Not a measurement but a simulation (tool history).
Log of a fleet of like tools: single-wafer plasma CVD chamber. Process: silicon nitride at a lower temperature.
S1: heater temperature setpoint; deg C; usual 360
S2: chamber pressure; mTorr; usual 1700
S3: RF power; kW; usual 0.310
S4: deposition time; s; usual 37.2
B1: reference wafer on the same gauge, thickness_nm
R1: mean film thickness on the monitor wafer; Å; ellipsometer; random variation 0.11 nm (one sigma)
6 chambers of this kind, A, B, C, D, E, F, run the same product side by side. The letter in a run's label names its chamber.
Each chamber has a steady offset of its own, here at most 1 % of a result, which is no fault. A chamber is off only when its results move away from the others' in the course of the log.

run	hour	S1	S2	S3	S4	B1	R1
1C	9.9	360	1700	0.310	37.2	43.610	452.99
2A	17.8	360	1700	0.310	37.2	43.602	452.42
3E	33.1	360	1700	0.310	37.2	43.603	454.51
4F	42.3	360	1700	0.310	37.2	43.608	449.38
5D	56.5	360	1700	0.310	37.2	43.637	455.01
6B	64.1	360	1700	0.310	37.2	43.622	453.27
7D	72.5	360	1700	0.310	37.2	43.634	451.67
8E	87.8	360	1700	0.310	37.2	43.625	454.09
9F	97.4	360	1700	0.310	37.2	43.635	449.57
10A	104.2	360	1700	0.310	37.2	43.584	452.00
11C	111.0	365	1390	0.310	37.2	43.591	427.06
12B	124.5	365	1390	0.310	37.2	43.591	429.97
13A	139.4	365	1390	0.310	37.2	43.621	424.14
14C	152.9	365	1390	0.310	37.2	43.602	424.30
15E	161.2	365	1390	0.310	37.2	43.589	428.12
16F	171.1	365	1390	0.310	37.2	43.599	423.50
17D	184.2	360	2090	0.310	37.2	43.605	476.42
18B	193.0	360	2090	0.310	37.2	43.573	480.22
19C	203.6	360	2090	0.310	37.2	43.619	475.57
20F	214.8	360	2090	0.310	37.2	43.595	472.79
21D	229.8	360	2090	0.310	37.2	43.603	480.63
22A	243.4	360	2090	0.310	37.2	43.601	477.31
23E	251.2	360	1700	0.310	37.2	43.585	455.29
24B	262.9	360	1700	0.310	37.2	43.583	451.43
25A	270.0	360	1700	0.310	37.2	43.603	452.73
# hour 272.1: chamber F: RF generator calibrated
26B	281.4	360	1700	0.310	37.2	43.586	450.89
27D	294.5	360	1700	0.310	37.2	43.588	452.52
28C	309.2	360	1700	0.310	37.2	43.589	451.32
29E	317.4	360	1700	0.310	37.2	43.590	455.03
30F	330.2	360	1700	0.310	37.2	43.589	448.73
31F	345.8	360	1700	0.310	37.2	43.611	449.23
# hour 348.4: chamber C: thermocouple changed; heater temperature recalibrated
32B	353.5	360	1700	0.310	37.2	43.603	446.56
33A	364.3	360	1700	0.310	37.2	43.577	452.08
34D	376.8	360	1700	0.270	37.2	43.605	412.01
35E	388.4	360	1700	0.270	37.2	43.594	413.07
# hour 394.8: chamber D: RF generator calibrated
36C	397.8	360	1700	0.270	37.2	43.616	411.87
37F	405.2	360	1700	0.270	37.2	43.615	409.44
38B	417.4	360	1700	0.270	37.2	43.585	405.94
39C	428.1	360	1700	0.270	37.2	43.600	408.90
40D	441.4	360	1700	0.310	37.2	43.603	453.75
41E	448.4	360	1700	0.310	37.2	43.627	453.50

Is one chamber off against the others, does the gauge drift, or is nothing wrong? If a chamber is off, say which, and what the likeliest cause is.

Chamber B drifts away from the others.
Cause: delivered RF power below the setpoint (%) = 2.85.
The log may not tell that from: true pressure below the setpoint (%).

Here are 4 candidates for chamber B's next run, each the usual settings with a change, their results left as question marks. Which one brings its results back in line with what the others give on the usual settings?
In line means no further than this from the other chambers' mean on the usual settings: R1 3.80 Å
42B-1	459.6	360	1710	0.315	37.9		?
42B-2	459.6	360	1690	0.310	36.8		?
42B-3	459.6	360	1780	0.310	37.2		?
42B-4	459.6	360	1520	0.310	37.2		?

The other chambers' mean on the usual settings: R1 451.75 Å
run	R1
42B-1	460.01
42B-2	440.52
42B-3	451.61
42B-4	432.41
42B-3 brings the chamber back in line.
